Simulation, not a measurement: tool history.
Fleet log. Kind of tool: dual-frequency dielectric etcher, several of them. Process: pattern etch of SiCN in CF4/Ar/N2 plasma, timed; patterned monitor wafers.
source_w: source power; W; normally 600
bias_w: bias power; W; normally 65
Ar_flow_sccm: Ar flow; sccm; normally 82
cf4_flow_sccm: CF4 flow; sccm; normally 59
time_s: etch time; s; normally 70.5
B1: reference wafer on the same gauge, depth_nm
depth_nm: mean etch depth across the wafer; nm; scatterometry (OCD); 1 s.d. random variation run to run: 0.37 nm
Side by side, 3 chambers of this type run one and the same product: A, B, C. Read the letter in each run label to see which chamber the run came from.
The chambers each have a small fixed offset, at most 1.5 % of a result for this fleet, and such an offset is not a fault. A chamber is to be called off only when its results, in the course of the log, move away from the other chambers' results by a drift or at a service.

{"run": "1C", "hour": 12.6, "source_w": 600, "bias_w": 65, "Ar_flow_sccm": 82, "cf4_flow_sccm": 59, "time_s": 70.5, "B1": 77.678, "depth_nm": 76.603}
{"run": "2A", "hour": 24.6, "source_w": 600, "bias_w": 65, "Ar_flow_sccm": 82, "cf4_flow_sccm": 59, "time_s": 70.5, "B1": 77.809, "depth_nm": 75.671}
{"run": "3B", "hour": 35.4, "source_w": 600, "bias_w": 65, "Ar_flow_sccm": 82, "cf4_flow_sccm": 59, "time_s": 70.5, "B1": 77.858, "depth_nm": 76.628}
{"hour": 42.5, "done": "chamber B: wet clean of the chamber"}
{"run": "4B", "hour": 46.2, "source_w": 600, "bias_w": 65, "Ar_flow_sccm": 82, "cf4_flow_sccm": 59, "time_s": 70.5, "B1": 77.808, "depth_nm": 75.441}
{"run": "5C", "hour": 56.9, "source_w": 600, "bias_w": 65, "Ar_flow_sccm": 82, "cf4_flow_sccm": 59, "time_s": 70.5, "B1": 77.811, "depth_nm": 76.507}
{"run": "6A", "hour": 64.5, "source_w": 600, "bias_w": 65, "Ar_flow_sccm": 82, "cf4_flow_sccm": 59, "time_s": 70.5, "B1": 77.745, "depth_nm": 75.592}
{"run": "7A", "hour": 73.7, "source_w": 600, "bias_w": 65, "Ar_flow_sccm": 82, "cf4_flow_sccm": 59, "time_s": 70.5, "B1": 77.699, "depth_nm": 75.547}
{"run": "8C", "hour": 81.3, "source_w": 600, "bias_w": 65, "Ar_flow_sccm": 82, "cf4_flow_sccm": 59, "time_s": 70.5, "B1": 77.814, "depth_nm": 76.245}
{"run": "9B", "hour": 90.7, "source_w": 600, "bias_w": 65, "Ar_flow_sccm": 82, "cf4_flow_sccm": 59, "time_s": 70.5, "B1": 77.71, "depth_nm": 75.701}
{"run": "10C", "hour": 105.8, "source_w": 600, "bias_w": 65, "Ar_flow_sccm": 82, "cf4_flow_sccm": 59, "time_s": 70.5, "B1": 77.813, "depth_nm": 77.072}
{"run": "11A", "hour": 117.0, "source_w": 600, "bias_w": 65, "Ar_flow_sccm": 82, "cf4_flow_sccm": 59, "time_s": 70.5, "B1": 77.837, "depth_nm": 75.232}
{"run": "12B", "hour": 128.3, "source_w": 600, "bias_w": 65, "Ar_flow_sccm": 82, "cf4_flow_sccm": 59, "time_s": 54.5, "B1": 77.874, "depth_nm": 59.208}
{"run": "13B", "hour": 138.8, "source_w": 600, "bias_w": 65, "Ar_flow_sccm": 82, "cf4_flow_sccm": 59, "time_s": 54.5, "B1": 77.837, "depth_nm": 58.525}
{"run": "14C", "hour": 150.3, "source_w": 600, "bias_w": 65, "Ar_flow_sccm": 82, "cf4_flow_sccm": 59, "time_s": 54.5, "B1": 77.814, "depth_nm": 59.778}
{"run": "15A", "hour": 161.1, "source_w": 550, "bias_w": 65, "Ar_flow_sccm": 82, "cf4_flow_sccm": 46, "time_s": 70.5, "B1": 77.804, "depth_nm": 67.527}
{"run": "16B", "hour": 170.4, "source_w": 550, "bias_w": 65, "Ar_flow_sccm": 82, "cf4_flow_sccm": 46, "time_s": 70.5, "B1": 77.709, "depth_nm": 67.463}
{"run": "17C", "hour": 180.9, "source_w": 550, "bias_w": 65, "Ar_flow_sccm": 82, "cf4_flow_sccm": 46, "time_s": 70.5, "B1": 77.894, "depth_nm": 68.324}
{"run": "18A", "hour": 194.5, "source_w": 600, "bias_w": 65, "Ar_flow_sccm": 82, "cf4_flow_sccm": 59, "time_s": 70.5, "B1": 77.737, "depth_nm": 75.485}
{"run": "19A", "hour": 204.8, "source_w": 600, "bias_w": 65, "Ar_flow_sccm": 82, "cf4_flow_sccm": 59, "time_s": 70.5, "B1": 77.772, "depth_nm": 75.536}
{"run": "20C", "hour": 211.8, "source_w": 600, "bias_w": 65, "Ar_flow_sccm": 82, "cf4_flow_sccm": 59, "time_s": 81.5, "B1": 77.704, "depth_nm": 89.312}
{"run": "21B", "hour": 219.6, "source_w": 600, "bias_w": 65, "Ar_flow_sccm": 82, "cf4_flow_sccm": 59, "time_s": 81.5, "B1": 77.738, "depth_nm": 87.274}
{"run": "22B", "hour": 226.9, "source_w": 600, "bias_w": 65, "Ar_flow_sccm": 82, "cf4_flow_sccm": 59, "time_s": 81.5, "B1": 77.82, "depth_nm": 87.398}
{"run": "23A", "hour": 235.1, "source_w": 600, "bias_w": 65, "Ar_flow_sccm": 82, "cf4_flow_sccm": 59, "time_s": 70.5, "B1": 77.801, "depth_nm": 74.98}
{"run": "24C", "hour": 242.8, "source_w": 600, "bias_w": 65, "Ar_flow_sccm": 82, "cf4_flow_sccm": 59, "time_s": 70.5, "B1": 77.953, "depth_nm": 76.86}
{"hour": 247.4, "done": "chamber C: wet clean of the chamber"}
{"run": "25C", "hour": 250.2, "source_w": 600, "bias_w": 65, "Ar_flow_sccm": 82, "cf4_flow_sccm": 59, "time_s": 70.5, "B1": 77.784, "depth_nm": 76.153}
{"hour": 258.4, "done": "chamber A: wet clean of the chamber"}
{"run": "26A", "hour": 259.3, "source_w": 600, "bias_w": 65, "Ar_flow_sccm": 82, "cf4_flow_sccm": 59, "time_s": 70.5, "B1": 77.775, "depth_nm": 75.908}
{"run": "27B", "hour": 271.5, "source_w": 600, "bias_w": 65, "Ar_flow_sccm": 82, "cf4_flow_sccm": 59, "time_s": 70.5, "B1": 77.83, "depth_nm": 75.645}
{"run": "28B", "hour": 287.1, "source_w": 600, "bias_w": 65, "Ar_flow_sccm": 82, "cf4_flow_sccm": 59, "time_s": 70.5, "B1": 77.803, "depth_nm": 76.198}
{"run": "29C", "hour": 297.0, "source_w": 600, "bias_w": 65, "Ar_flow_sccm": 82, "cf4_flow_sccm": 59, "time_s": 70.5, "B1": 77.776, "depth_nm": 76.911}
{"run": "30A", "hour": 309.6, "source_w": 600, "bias_w": 65, "Ar_flow_sccm": 82, "cf4_flow_sccm": 59, "time_s": 70.5, "B1": 77.837, "depth_nm": 75.689}
{"run": "31B", "hour": 321.8, "source_w": 600, "bias_w": 65, "Ar_flow_sccm": 82, "cf4_flow_sccm": 59, "time_s": 70.5, "B1": 77.827, "depth_nm": 75.638}
{"run": "32C", "hour": 336.8, "source_w": 600, "bias_w": 65, "Ar_flow_sccm": 82, "cf4_flow_sccm": 59, "time_s": 70.5, "B1": 77.895, "depth_nm": 76.63}
{"run": "33A", "hour": 351.9, "source_w": 600, "bias_w": 65, "Ar_flow_sccm": 82, "cf4_flow_sccm": 59, "time_s": 70.5, "B1": 77.848, "depth_nm": 75.798}
{"run": "34B", "hour": 362.8, "source_w": 600, "bias_w": 65, "Ar_flow_sccm": 82, "cf4_flow_sccm": 59, "time_s": 70.5, "B1": 77.745, "depth_nm": 75.859}
{"run": "35C", "hour": 374.9, "source_w": 600, "bias_w": 65, "Ar_flow_sccm": 82, "cf4_flow_sccm": 59, "time_s": 70.5, "B1": 77.789, "depth_nm": 76.48}
{"run": "36A", "hour": 384.3, "source_w": 600, "bias_w": 65, "Ar_flow_sccm": 82, "cf4_flow_sccm": 59, "time_s": 70.5, "B1": 77.829, "depth_nm": 75.982}
{"run": "37C", "hour": 398.7, "source_w": 600, "bias_w": 65, "Ar_flow_sccm": 82, "cf4_flow_sccm": 59, "time_s": 70.5, "B1": 77.778, "depth_nm": 76.941}

What goes on in this fleet: one chamber off, a drifting gauge, or nothing beyond the chambers' own small offsets? Name the chamber and the cause, if any.

No chamber stands off beyond its own small offset, and the gauge holds steady.

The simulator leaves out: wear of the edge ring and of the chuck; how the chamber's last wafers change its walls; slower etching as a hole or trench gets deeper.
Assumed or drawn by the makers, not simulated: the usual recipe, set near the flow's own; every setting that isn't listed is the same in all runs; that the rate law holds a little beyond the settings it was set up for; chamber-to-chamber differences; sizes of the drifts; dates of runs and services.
